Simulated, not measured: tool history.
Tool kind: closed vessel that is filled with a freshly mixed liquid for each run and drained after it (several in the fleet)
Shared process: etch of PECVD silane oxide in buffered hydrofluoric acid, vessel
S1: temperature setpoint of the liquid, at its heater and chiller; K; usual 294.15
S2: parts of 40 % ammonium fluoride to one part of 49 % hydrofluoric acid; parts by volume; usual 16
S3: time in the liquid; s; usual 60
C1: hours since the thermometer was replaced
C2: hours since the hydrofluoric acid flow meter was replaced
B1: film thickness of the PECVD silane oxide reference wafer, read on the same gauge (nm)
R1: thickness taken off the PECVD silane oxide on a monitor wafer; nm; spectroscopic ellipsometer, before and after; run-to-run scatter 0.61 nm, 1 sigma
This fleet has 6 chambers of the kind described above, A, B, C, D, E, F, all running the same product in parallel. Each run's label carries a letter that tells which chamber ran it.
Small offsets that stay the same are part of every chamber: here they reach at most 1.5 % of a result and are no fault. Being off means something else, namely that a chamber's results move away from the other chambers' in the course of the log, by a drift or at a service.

Run 1D, hour 9: usual settings; C1 606.3; C2 440.9; B1 149.99. Result: R1 74.381 nm.
Run 2E, hour 22.8: usual settings; C1 389.6; C2 1086.3; B1 149.98. Result: R1 73.98 nm.
Run 3F, hour 32.6: usual settings; C1 391.4; C2 444.5; B1 150. Result: R1 74.827 nm.
Run 4C, hour 40.7: usual settings; C1 1185.8; C2 863.7; B1 149.98. Result: R1 74.894 nm.
Run 5A, hour 54.6: usual settings but S1 290.15 K; C1 1122.2; C2 395.7; B1 150. Result: R1 59.144 nm.
At hour 63.8: chamber D: hydrofluoric acid flow meter replaced.
Run 6B, hour 68.8: usual settings but S1 290.15 K; C1 1391.7; C2 287.9; B1 149.98. Result: R1 58.332 nm.
Run 7C, hour 76.6: usual settings but S1 290.15 K; C1 1221.7; C2 899.6; B1 150.01. Result: R1 59.639 nm.
Run 8E, hour 91.6: usual settings but S1 290.15 K; C1 458.4; C2 1155.1; B1 149.99. Result: R1 59.325 nm.
Run 9A, hour 101.4: usual settings but S1 290.15 K; C1 1169; C2 442.5; B1 150. Result: R1 59.099 nm.
Run 10B, hour 109.6: usual settings but S1 290.15 K; C1 1432.5; C2 328.7; B1 150.02. Result: R1 58.911 nm.
Run 11F, hour 124.5: usual settings; C1 483.3; C2 536.4; B1 150.01. Result: R1 74.28 nm.
Run 12D, hour 139.2: usual settings; C1 736.5; C2 75.4; B1 150.01. Result: R1 73.815 nm.
Run 13B, hour 154.4: usual settings but S2 10 parts by volume, S3 85 s; C1 1477.3; C2 373.5; B1 150. Result: R1 165.31 nm.
Run 14D, hour 167.6: usual settings but S2 10 parts by volume, S3 85 s; C1 764.9; C2 103.8; B1 150. Result: R1 165 nm.
Run 15C, hour 177.4: usual settings but S2 10 parts by volume, S3 85 s; C1 1322.5; C2 1000.4; B1 150.02. Result: R1 168.8 nm.
Run 16F, hour 185.3: usual settings but S2 10 parts by volume, S3 85 s; C1 544.1; C2 597.2; B1 150. Result: R1 168.5 nm.
Run 17E, hour 195.7: usual settings but S2 10 parts by volume, S3 85 s; C1 562.5; C2 1259.2; B1 150.01. Result: R1 166.68 nm.
Run 18A, hour 207.4: usual settings but S2 10 parts by volume, S3 85 s; C1 1275; C2 548.5; B1 150. Result: R1 166.72 nm.
Run 19C, hour 219.9: usual settings; C1 1365; C2 1042.9; B1 150. Result: R1 75.284 nm.
At hour 226.6: chamber C: hydrofluoric acid flow meter replaced.
Run 20B, hour 227.5: usual settings; C1 1550.4; C2 446.6; B1 150. Result: R1 73.684 nm.
Run 21F, hour 240.8: usual settings; C1 599.6; C2 652.7; B1 150.01. Result: R1 75.439 nm.
Run 22D, hour 255.9: usual settings; C1 853.2; C2 192.1; B1 150.02. Result: R1 74.143 nm.
At hour 256.2: chamber A: thermometer replaced.
Run 23A, hour 263.3: usual settings; C1 7.2; C2 604.4; B1 150.01. Result: R1 75.038 nm.
Run 24E, hour 273.9: usual settings; C1 640.7; C2 1337.4; B1 150.02. Result: R1 75.061 nm.
Run 25C, hour 283.3: usual settings but S2 11.5 parts by volume; C1 1428.4; C2 56.8; B1 150.02. Result: R1 101.46 nm.
Run 26D, hour 291.8: usual settings but S2 11.5 parts by volume; C1 889.1; C2 228; B1 149.98. Result: R1 101.33 nm.
Run 27A, hour 305.8: usual settings but S2 11.5 parts by volume; C1 49.7; C2 646.9; B1 150.01. Result: R1 102.86 nm.
Run 28B, hour 320.4: usual settings but S2 11.5 parts by volume; C1 1643.3; C2 539.5; B1 150. Result: R1 102.66 nm.
Run 29F, hour 328: usual settings but S2 11.5 parts by volume; C1 686.8; C2 739.9; B1 150.01. Result: R1 101.89 nm.
Run 30E, hour 335: usual settings but S2 11.5 parts by volume; C1 701.8; C2 1398.5; B1 150. Result: R1 103.01 nm.
Run 31D, hour 342.2: usual settings; C1 939.5; C2 278.4; B1 150.01. Result: R1 72.873 nm.
At hour 349: chamber E: hydrofluoric acid flow meter replaced.
Run 32B, hour 349.2: usual settings; C1 1672.1; C2 568.3; B1 150. Result: R1 73.991 nm.
Run 33A, hour 360.7: usual settings; C1 104.6; C2 701.8; B1 150.01. Result: R1 74.495 nm.
Run 34F, hour 373.3: usual settings; C1 732.1; C2 785.2; B1 149.99. Result: R1 72.74 nm.
Run 35C, hour 384.6: usual settings but S2 21.5 parts by volume, S3 95 s; C1 1529.7; C2 158.1; B1 149.99. Result: R1 87.217 nm.
Run 36E, hour 398.2: usual settings but S2 21.5 parts by volume, S3 95 s; C1 765; C2 49.2; B1 150. Result: R1 89.698 nm.
Run 37D, hour 405.1: usual settings but S2 21.5 parts by volume, S3 95 s; C1 1002.4; C2 341.3; B1 149.99. Result: R1 89.44 nm.
Run 38E, hour 418.9: usual settings but S2 21.5 parts by volume, S3 95 s; C1 785.7; C2 69.9; B1 150. Result: R1 89.17 nm.
Run 39C, hour 430.3: usual settings but S2 21.5 parts by volume, S3 95 s; C1 1575.4; C2 203.8; B1 150. Result: R1 86.774 nm.
Run 40F, hour 445: usual settings but S2 21.5 parts by volume, S3 95 s; C1 803.8; C2 856.9; B1 150. Result: R1 89.547 nm.
Run 41B, hour 460.5: usual settings; C1 1783.4; C2 679.6; B1 150.01. Result: R1 73.946 nm.
Run 42A, hour 473.4: usual settings; C1 217.3; C2 814.5; B1 150.01. Result: R1 74.255 nm.
Run 43B, hour 487.3: usual settings; C1 1810.2; C2 706.4; B1 150. Result: R1 73.287 nm.
Run 44C, hour 498.9: usual settings; C1 1644; C2 272.4; B1 150.02. Result: R1 70.741 nm.

All chambers now run identical settings, listed one chamber a line with results as question marks. What results will each chamber show?
Run 45A, hour 510: usual settings. Result: R1 ?.
Run 45B, hour 510: usual settings. Result: R1 ?.
Run 45C, hour 510: usual settings. Result: R1 ?.
Run 45D, hour 510: usual settings. Result: R1 ?.
Run 45E, hour 510: usual settings. Result: R1 ?.
Run 45F, hour 510: usual settings. Result: R1 ?.

run      R1
45A  74.134
45B   74.87
45C  69.356
45D  72.889
45E  75.536
45F  73.175
